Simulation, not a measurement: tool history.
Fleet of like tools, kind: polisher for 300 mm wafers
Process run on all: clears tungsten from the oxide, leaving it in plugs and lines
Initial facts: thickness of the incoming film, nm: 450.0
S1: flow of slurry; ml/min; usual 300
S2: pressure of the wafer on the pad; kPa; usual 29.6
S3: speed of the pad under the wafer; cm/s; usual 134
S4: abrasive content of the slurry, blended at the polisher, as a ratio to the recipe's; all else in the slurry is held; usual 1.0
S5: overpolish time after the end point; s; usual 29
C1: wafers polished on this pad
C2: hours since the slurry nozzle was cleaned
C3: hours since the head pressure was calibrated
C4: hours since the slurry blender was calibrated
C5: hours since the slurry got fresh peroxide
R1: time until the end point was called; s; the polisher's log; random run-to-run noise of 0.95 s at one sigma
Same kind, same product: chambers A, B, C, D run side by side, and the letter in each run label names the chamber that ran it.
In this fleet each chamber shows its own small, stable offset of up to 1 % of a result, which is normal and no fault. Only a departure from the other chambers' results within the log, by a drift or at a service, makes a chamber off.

-- day=0.188 chamber A: slurry tank refilled with fresh slurry and peroxide
-- day=0.358 chamber A: worn pad replaced by a new one
run 1C day=0.429 | S1=300 S2=29.6 S3=134 S4=1.0 S5=29 | C1=1130 C2=461.8 C3=346.7 C4=103.8 C5=23.2 | R1=66.984
-- day=0.567 chamber A: head pressure recalibrated
-- day=0.708 chamber C: worn pad replaced by a new one
-- day=0.754 chamber B: slurry tank refilled with fresh slurry and peroxide
run 2B day=0.850 | S1=300 S2=29.6 S3=134 S4=1.0 S5=29 | C1=347 C2=113.6 C3=464.8 C4=22.7 C5=2.3 | R1=66.839
run 3A day=1.062 | S1=300 S2=29.6 S3=134 S4=1.0 S5=29 | C1=151 C2=80.3 C3=11.9 C4=74.8 C5=21.1 | R1=67.874
-- day=1.300 chamber B: head pressure recalibrated
run 4D day=1.329 | S1=300 S2=29.6 S3=134 S4=1.0 S5=29 | C1=928 C2=227.1 C3=753.4 C4=72.7 C5=102.6 | R1=66.727
run 5C day=1.571 | S1=300 S2=29.6 S3=134 S4=1.0 S5=29 | C1=185 C2=489.2 C3=374.1 C4=131.2 C5=50.6 | R1=65.545
run 6B day=1.908 | S1=300 S2=29.6 S3=134 S4=1.0 S5=29 | C1=574 C2=139.0 C3=14.6 C4=48.1 C5=27.7 | R1=64.598
run 7A day=2.225 | S1=300 S2=29.6 S3=134 S4=1.0 S5=29 | C1=401 C2=108.2 C3=39.8 C4=102.7 C5=49.0 | R1=67.604
-- day=2.292 chamber A: slurry tank refilled with fresh slurry and peroxide
run 8D day=2.492 | S1=300 S2=29.6 S3=134 S4=1.0 S5=29 | C1=1178 C2=255.0 C3=781.3 C4=100.6 C5=130.5 | R1=66.299
run 9D day=2.871 | S1=300 S2=29.6 S3=134 S4=1.0 S5=29 | C1=1259 C2=264.1 C3=790.4 C4=109.7 C5=139.6 | R1=65.089
-- day=3.112 chamber D: worn pad replaced by a new one
run 10B day=3.283 | S1=300 S2=29.6 S3=134 S4=1.0 S5=29 | C1=869 C2=172.0 C3=47.6 C4=81.1 C5=60.7 | R1=65.729
-- day=3.321 chamber D: slurry blender recalibrated
-- day=3.508 chamber A: worn pad replaced by a new one
run 11C day=3.621 | S1=300 S2=29.6 S3=134 S4=1.0 S5=29 | C1=625 C2=538.4 C3=423.3 C4=180.4 C5=99.8 | R1=68.827
-- day=3.754 chamber D: head pressure recalibrated
-- day=3.842 chamber A: slurry blender recalibrated
run 12A day=3.962 | S1=300 S2=29.6 S3=134 S4=1.0 S5=29 | C1=97 C2=149.9 C3=81.5 C4=3.0 C5=40.2 | R1=67.965
-- day=4.312 chamber A: slurry tank refilled with fresh slurry and peroxide
run 13A day=4.350 | S1=300 S2=29.6 S3=134 S4=1.0 S5=29 | C1=180 C2=159.2 C3=90.8 C4=12.3 C5=1.0 | R1=67.484
run 14D day=4.700 | S1=300 S2=29.6 S3=134 S4=1.0 S5=29 | C1=341 C2=308.0 C3=22.7 C4=33.1 C5=183.5 | R1=64.941
-- day=4.900 chamber D: slurry tank refilled with fresh slurry and peroxide
run 15C day=4.992 | S1=300 S2=29.6 S3=134 S4=1.0 S5=29 | C1=919 C2=571.3 C3=456.2 C4=213.3 C5=132.7 | R1=70.358
run 16B day=5.325 | S1=365 S2=29.6 S3=134 S4=1.0 S5=19 | C1=1307 C2=221.0 C3=96.6 C4=130.1 C5=109.7 | R1=66.592
run 17B day=5.617 | S1=365 S2=29.6 S3=134 S4=1.0 S5=19 | C1=1370 C2=228.0 C3=103.6 C4=137.1 C5=116.7 | R1=65.541
-- day=5.767 chamber B: worn pad replaced by a new one
run 18D day=6.058 | S1=365 S2=29.6 S3=134 S4=1.0 S5=19 | C1=632 C2=340.6 C3=55.3 C4=65.7 C5=27.8 | R1=64.379
-- day=6.175 chamber B: slurry blender recalibrated
-- day=6.367 chamber C: slurry blender recalibrated
run 19C day=6.371 | S1=365 S2=29.6 S3=134 S4=1.0 S5=19 | C1=1215 C2=604.4 C3=489.3 C4=0.1 C5=165.8 | R1=68.659
-- day=6.412 chamber A: slurry tank refilled with fresh slurry and peroxide
run 20A day=6.758 | S1=300 S2=29.6 S3=134 S4=1.0 S5=29 | C1=697 C2=217.0 C3=148.6 C4=70.1 C5=8.4 | R1=66.745
run 21A day=7.033 | S1=300 S2=29.6 S3=134 S4=1.0 S5=29 | C1=756 C2=223.6 C3=155.2 C4=76.7 C5=15.0 | R1=67.498
-- day=7.092 chamber C: worn pad replaced by a new one
-- day=7.229 chamber A: worn pad replaced by a new one
run 22C day=7.275 | S1=300 S2=29.6 S3=134 S4=1.0 S5=29 | C1=39 C2=626.1 C3=511.0 C4=21.8 C5=187.5 | R1=72.939
run 23B day=7.617 | S1=300 S2=29.6 S3=134 S4=1.0 S5=29 | C1=397 C2=276.0 C3=151.6 C4=34.6 C5=164.7 | R1=65.995
run 24D day=7.829 | S1=200 S2=29.6 S3=134 S4=1.0 S5=29 | C1=1012 C2=383.1 C3=97.8 C4=108.2 C5=70.3 | R1=67.938
-- day=8.050 chamber A: slurry nozzle cleaned
run 25A day=8.112 | S1=200 S2=29.6 S3=134 S4=1.0 S5=29 | C1=189 C2=1.6 C3=181.1 C4=102.6 C5=40.9 | R1=69.434
run 26D day=8.408 | S1=200 S2=29.6 S3=134 S4=1.0 S5=29 | C1=1136 C2=397.0 C3=111.7 C4=122.1 C5=84.2 | R1=69.019
-- day=8.550 chamber D: slurry blender recalibrated
-- day=8.742 chamber A: slurry tank refilled with fresh slurry and peroxide
run 27B day=8.812 | S1=200 S2=29.6 S3=134 S4=1.0 S5=29 | C1=653 C2=304.7 C3=180.3 C4=63.3 C5=193.4 | R1=69.306
-- day=9.067 chamber A: slurry blender recalibrated
run 28C day=9.108 | S1=300 S2=29.6 S3=134 S4=1.0 S5=29 | C1=433 C2=670.1 C3=555.0 C4=65.8 C5=231.5 | R1=72.128
-- day=9.188 chamber B: slurry tank refilled with fresh slurry and peroxide
run 29A day=9.429 | S1=300 S2=29.6 S3=134 S4=1.0 S5=29 | C1=472 C2=33.2 C3=212.7 C4=8.7 C5=16.6 | R1=67.685
run 30C day=9.796 | S1=300 S2=29.6 S3=134 S4=1.0 S5=29 | C1=580 C2=686.6 C3=571.5 C4=82.3 C5=248.0 | R1=72.509
-- day=9.929 chamber D: worn pad replaced by a new one
run 31B day=10.058 | S1=300 S2=29.6 S3=134 S4=1.0 S5=29 | C1=921 C2=334.6 C3=210.2 C4=93.2 C5=21.0 | R1=67.112
run 32D day=10.371 | S1=300 S2=29.6 S3=134 S4=0.8 S5=29 | C1=95 C2=444.1 C3=158.8 C4=43.7 C5=131.3 | R1=69.887
run 33D day=10.775 | S1=300 S2=29.6 S3=134 S4=0.8 S5=29 | C1=181 C2=453.8 C3=168.5 C4=53.4 C5=141.0 | R1=69.498

Next, every chamber runs the same settings. What will each give?
run 34A day=11.112 | S1=300 S2=29.6 S3=134 S4=1.0 S5=29 | R1=?
run 34B day=11.112 | S1=300 S2=29.6 S3=134 S4=1.0 S5=29 | R1=?
run 34C day=11.112 | S1=300 S2=29.6 S3=134 S4=1.0 S5=29 | R1=?
run 34D day=11.112 | S1=300 S2=29.6 S3=134 S4=1.0 S5=29 | R1=?

run=34A R1=67.755
run=34B R1=65.348
run=34C R1=74.146
run=34D R1=65.730
